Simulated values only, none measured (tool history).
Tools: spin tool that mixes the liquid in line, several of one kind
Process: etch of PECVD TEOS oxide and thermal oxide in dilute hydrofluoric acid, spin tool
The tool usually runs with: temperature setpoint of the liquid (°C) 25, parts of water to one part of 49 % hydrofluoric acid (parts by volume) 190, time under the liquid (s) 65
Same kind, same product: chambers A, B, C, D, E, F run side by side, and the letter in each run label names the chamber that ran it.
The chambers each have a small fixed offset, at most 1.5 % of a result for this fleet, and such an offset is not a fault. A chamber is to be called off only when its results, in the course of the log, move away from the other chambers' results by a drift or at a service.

run	hour	temperature setpoint of the liquid (°C)	parts of water to one part of 49 % hydrofluoric acid (parts by volume)	time under the liquid (s)	hours since the thermometer was replaced	hours since the hydrofluoric acid flow meter was replaced	read-back film thickness of the PECVD TEOS oxide reference wafer, read on the same gauge (nm)	read-back film thickness of the thermal oxide reference wafer, read on the same gauge (nm)	thickness taken off the PECVD TEOS oxide on a monitor wafer (angstrom)	thickness taken off the thermal oxide on a monitor wafer (angstrom)
1E	3.3	25	190	65	2164.6	183.1	79.981	89.968	70.402	16.0580
2D	6.7	25	190	65	47.8	641.6	80.004	90.003	70.090	15.6250
3A	12.6	25	190	65	88.6	980.3	79.999	90.000	70.457	15.7830
4F	15.5	25	190	65	964.0	561.7	80.008	89.974	70.200	16.0320
5B	18.7	25	190	65	1596.4	30.1	80.007	90.026	71.105	16.1940
6C	22.6	25	190	65	965.6	2079.1	79.986	90.033	70.843	16.0650
7F	27.6	25	190	65	976.1	573.8	79.990	90.002	71.027	15.7160
8D	30.5	25	190	65	71.6	665.4	79.998	89.994	69.577	15.5320
9E	36.3	25	190	65	2197.6	216.1	80.023	89.993	70.896	15.8380
10A	39.4	25	190	65	115.4	1007.1	80.018	90.022	70.351	15.7090
11B	44.4	25	190	65	1622.1	55.8	80.026	89.988	71.507	15.9790
12C	47.1	25	190	65	990.1	2103.6	80.017	89.976	71.937	16.4170
13C	51.3	25	190	65	994.3	2107.8	80.009	90.032	72.169	15.4230
14B	57.0	25	190	65	1634.7	68.4	80.000	89.993	71.425	15.9240
15D	62.6	25	190	65	103.7	697.5	79.998	89.992	70.350	15.4570
16A	68.1	25	190	65	144.1	1035.8	80.003	89.973	70.849	16.2370
17F	71.7	25	190	65	1020.2	617.9	80.007	89.994	70.658	15.8720
18E	75.6	25	190	65	2236.9	255.4	79.977	90.018	71.054	15.7440
19D	80.1	25	190	65	121.2	715.0	80.018	90.003	70.163	15.9770
20B	83.3	25	190	65	1661.0	94.7	80.008	89.974	71.174	15.6040
21E	88.6	25	190	100	2249.9	268.4	80.006	90.020	108.800	24.5920
22C	91.7	25	190	100	1034.7	2148.2	79.995	90.017	110.610	23.5700
23A	94.8	25	190	100	170.8	1062.5	80.003	89.967	109.120	23.3960
24F	100.3	25	190	100	1048.8	646.5	80.019	89.991	108.580	24.3940
25E	106.2	25	190	100	2267.5	286.0	80.001	90.022	109.630	24.4160
26D	111.4	25	190	100	152.5	746.3	80.006	89.978	107.530	24.1900
27B	114.2	25	190	95	1691.9	125.6	80.015	90.035	104.300	23.4910
28A	118.1	25	190	95	194.1	1085.8	79.997	89.989	103.080	22.6900
# hour 118.2: chamber F: hydrofluoric acid flow meter replaced
29C	123.1	25	190	95	1066.1	2179.6	79.987	90.005	103.820	22.8510
30F	129.2	25	190	95	1077.7	11.0	80.012	90.016	104.240	22.8680
31D	133.4	25	190	95	174.5	768.3	80.026	90.007	102.540	23.1230
32E	136.8	25	190	95	2298.1	316.6	80.017	90.000	103.140	22.9250
# hour 141.2: chamber F: thermometer replaced
33A	141.9	25	190	65	217.9	1109.6	80.004	90.031	70.453	15.9280
34B	147.6	25	225	35	1725.3	159.0	80.017	89.979	31.221	7.0023
35F	151.5	25	225	35	10.4	33.3	79.993	89.980	31.273	7.0389
36C	157.1	25	225	35	1100.1	2213.6	79.991	89.992	31.298	6.9021
37D	161.4	25	225	35	202.5	796.3	80.017	89.999	30.753	6.9444
38A	166.3	25	225	35	242.3	1134.0	79.987	89.994	30.940	6.7165
39C	170.7	25	225	35	1113.7	2227.2	79.992	90.003	30.958	6.8705
40B	176.1	25	190	65	1753.8	187.5	79.997	90.003	71.128	15.8840

Next, all 6 chambers run the settings below, one line each with question marks for the results. What does each chamber give?
41A	180.5	25	190	65					?	?
41B	180.5	25	190	65					?	?
41C	180.5	25	190	65					?	?
41D	180.5	25	190	65					?	?
41E	180.5	25	190	65					?	?
41F	180.5	25	190	65					?	?

run	thickness taken off the PECVD TEOS oxide on a monitor wafer (angstrom)	thickness taken off the thermal oxide on a monitor wafer (angstrom)
41A	70.795	16.1850
41B	71.327	16.0540
41C	71.463	15.3440
41D	70.639	15.8820
41E	71.087	15.7500
41F	71.240	15.6090
